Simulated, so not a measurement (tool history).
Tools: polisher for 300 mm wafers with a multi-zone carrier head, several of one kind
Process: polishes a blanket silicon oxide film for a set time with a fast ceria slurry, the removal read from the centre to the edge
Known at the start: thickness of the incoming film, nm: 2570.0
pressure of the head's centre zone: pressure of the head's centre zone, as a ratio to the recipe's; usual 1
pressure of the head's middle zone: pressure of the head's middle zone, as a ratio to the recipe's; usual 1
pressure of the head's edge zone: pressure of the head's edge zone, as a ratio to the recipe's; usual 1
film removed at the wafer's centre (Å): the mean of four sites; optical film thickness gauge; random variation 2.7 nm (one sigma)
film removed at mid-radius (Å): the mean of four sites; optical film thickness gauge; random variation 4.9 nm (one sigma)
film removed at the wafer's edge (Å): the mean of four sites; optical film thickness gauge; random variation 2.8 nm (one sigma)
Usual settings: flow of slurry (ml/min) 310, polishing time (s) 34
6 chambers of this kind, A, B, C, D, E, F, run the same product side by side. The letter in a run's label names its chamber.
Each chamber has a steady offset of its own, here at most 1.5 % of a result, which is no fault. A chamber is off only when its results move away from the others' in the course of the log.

run   hour  flow of slurry (ml/min)  pressure of the head's centre zone  pressure of the head's middle zone  pressure of the head's edge zone  polishing time (s)  film removed at the wafer's centre (Å)  film removed at mid-radius (Å)  film removed at the wafer's edge (Å)
 1F    6.6                      310                                   1                                   1                                 1                  34                                  3411.8                          3373.9                                3396.1
 2E   15.7                      310                                   1                                   1                                 1                  34                                  3416.1                          3401.2                                  3315
      16.1  -- chamber F: slurry nozzle cleaned
      17.7  -- chamber B: worn pad replaced by a new one
 3A   22.4                      310                                   1                                   1                                 1                  34                                  3340.5                          3430.4                                3320.3
      22.6  -- chamber D: worn pad replaced by a new one
 4C   31.8                      310                                   1                                   1                                 1                  34                                  3417.2                          3277.8                                  3410
      33.7  -- chamber F: worn pad replaced by a new one
      37.2  -- chamber E: worn pad replaced by a new one
 5D   42.7                      310                                   1                                   1                                 1                  34                                  3346.7                          3378.3                                3381.5
 6B   53.3                      310                                   1                                   1                                 1                  34                                  3416.6                          3367.7                                3382.8
      54.5  -- chamber A: worn pad replaced by a new one
 7C   63.3                      310                                   1                                   1                                 1                  34                                    3383                          3338.9                                3377.8
 8A   69.5                      310                                   1                                1.05                              1.08                  34                                  3386.9                          3580.2                                3447.1
 9E   75.6                      310                                   1                                1.05                              1.08                  34                                  3404.5                          3513.1                                3505.6
      76.1  -- chamber D: centre zone pressure recalibrated
        77  -- chamber A: centre zone pressure recalibrated
        80  -- chamber B: worn pad replaced by a new one
      81.2  -- chamber C: worn pad replaced by a new one
10F   84.2                      310                                   1                                1.05                              1.08                  34                                  3354.5                          3558.7                                3565.9
        90  -- chamber E: worn pad replaced by a new one
11D   91.4                      310                                   1                                1.05                              1.08                  34                                  3408.3                          3456.1                                3514.6
12B   99.4                      310                                   1                                1.05                              1.08                  34                                    3412                            3512                                3509.6
13B  107.6                      310                                   1                                1.05                              1.08                  34                                  3397.4                            3551                                3504.9
     111.6  -- chamber A: worn pad replaced by a new one
14C  117.9                      310                                   1                                   1                                 1                  34                                    3382                          3363.1                                3367.3
15A    126                      310                                   1                                   1                                 1                  34                                  3340.7                            3537                                  3424
16F  130.8                      310                                   1                                   1                                 1                  34                                  3420.6                          3351.2                                3442.6
     131.3  -- chamber F: worn pad replaced by a new one
     135.7  -- chamber D: worn pad replaced by a new one
     138.1  -- chamber B: worn pad replaced by a new one
17E  139.7                      310                                0.94                                   1                                 1                  24                                  2253.5                          2284.2                                  2366
     147.4  -- chamber E: worn pad replaced by a new one
18D  148.1                      310                                0.94                                   1                                 1                  24                                  2219.6                          2416.9                                2354.9
19A  154.2                      310                                0.94                                   1                                 1                  24                                  2201.5                            2410                                2376.2
     156.7  -- chamber A: slurry nozzle cleaned
20B  162.6                      310                                0.94                                   1                                 1                  24                                    2275                          2376.9                                2399.8
     166.6  -- chamber C: worn pad replaced by a new one
     167.2  -- chamber A: worn pad replaced by a new one
21F  170.2                      310                                0.94                                   1                                 1                  24                                  2253.4                          2445.4                                2446.2
     174.2  -- chamber C: centre zone pressure recalibrated
22C  179.5                      310                                0.94                                   1                                 1                  24                                  2400.3                          2424.4                                2376.6
23E    187                      310                                   1                                   1                                 1                  34                                    3428                          3252.4                                3391.2
     193.1  -- chamber D: slurry nozzle cleaned
     194.9  -- chamber B: edge zone pressure recalibrated
24D  197.3                      310                                   1                                   1                                 1                  34                                  3427.8                          3443.3                                3337.2
     200.1  -- chamber B: worn pad replaced by a new one
25B  202.6                      310                                1.04                                0.92                                 1                  34                                  3587.5                          3060.9                                3371.6
     203.4  -- chamber E: worn pad replaced by a new one
26A  210.7                      310                                1.04                                0.92                                 1                  34                                  3510.7                          3108.9                                3333.2
     211.8  -- chamber F: worn pad replaced by a new one
27C  218.3                      310                                1.04                                0.92                                 1                  34                                  3815.2                          3095.2                                3335.5
       224  -- chamber D: worn pad replaced by a new one
28F  226.2                      310                                1.04                                0.92                                 1                  34                                  3565.1                          3122.5                                3355.4
29D  234.7                      310                                1.04                                0.92                                 1                  34                                  3538.6                          3117.1                                  3340
     238.1  -- chamber A: worn pad replaced by a new one
30E  244.5                      310                                1.04                                0.92                                 1                  34                                  3564.5                          3114.9                                3338.8
     247.8  -- chamber C: worn pad replaced by a new one
31B  254.2                      310                                   1                                   1                                 1                  34                                  3409.9                            3344                                3355.7
32A    265                      310                                   1                                   1                                 1                  34                                  3306.2                          3414.2                                3407.1
     267.3  -- chamber E: worn pad replaced by a new one
33C  274.3                      310                                   1                                   1                                 1                  34                                  3604.3                          3418.6                                3345.6
34E  284.4                      310                                   1                                   1                                 1                  34                                    3430                            3352                                3331.9
35F  289.5                      310                                   1                                   1                                 1                  34                                  3380.8                            3409                                3351.1
36D  296.3                      310                                   1                                   1                                 1                  34                                  3428.9                          3342.6                                3362.9
37D  303.4                      310                                   1                                   1                                 1                  34                                  3413.3                          3464.5                                3348.6

What goes on in this fleet: one chamber off, a drifting gauge, or nothing beyond the chambers' own small offsets? Name the chamber and the cause, if any.

A service left chamber C off against the others.
Cause: centre zone's pressure above its setpoint, % = 6.84.

Here are 4 candidates for chamber C's next run, each the usual settings with a change, their results left as question marks. Which one brings its results back in line with what the others give on the usual settings?
In line means no further than this from the other chambers' mean on the usual settings: film removed at the wafer's centre (Å) 95; film removed at mid-radius (Å) 170; film removed at the wafer's edge (Å) 98
38C-1  311.3                      305                                 0.9                                1.02                              1.03                  34                                       ?                               ?                                     ?
38C-2  311.3                      315                                1.06                                0.99                              0.98                  34                                       ?                               ?                                     ?
38C-3  311.3                      305                                0.94                                1.01                              1.02                  34                                       ?                               ?                                     ?
38C-4  311.3                      320                                1.11                                0.98                              0.96                  34                                       ?                               ?                                     ?

The other chambers' mean on the usual settings: film removed at the wafer's centre (Å) 3395; film removed at mid-radius (Å) 3386; film removed at the wafer's edge (Å) 3377.1
  run  film removed at the wafer's centre (Å)  film removed at mid-radius (Å)  film removed at the wafer's edge (Å)
38C-1                                  3241.1                            3431                                3415.1
38C-2                                  3897.7                          3344.2                                  3335
38C-3                                  3401.9                          3398.8                                3397.7
38C-4                                    4106                          3316.7                                3303.2
38C-3 brings the chamber back in line.
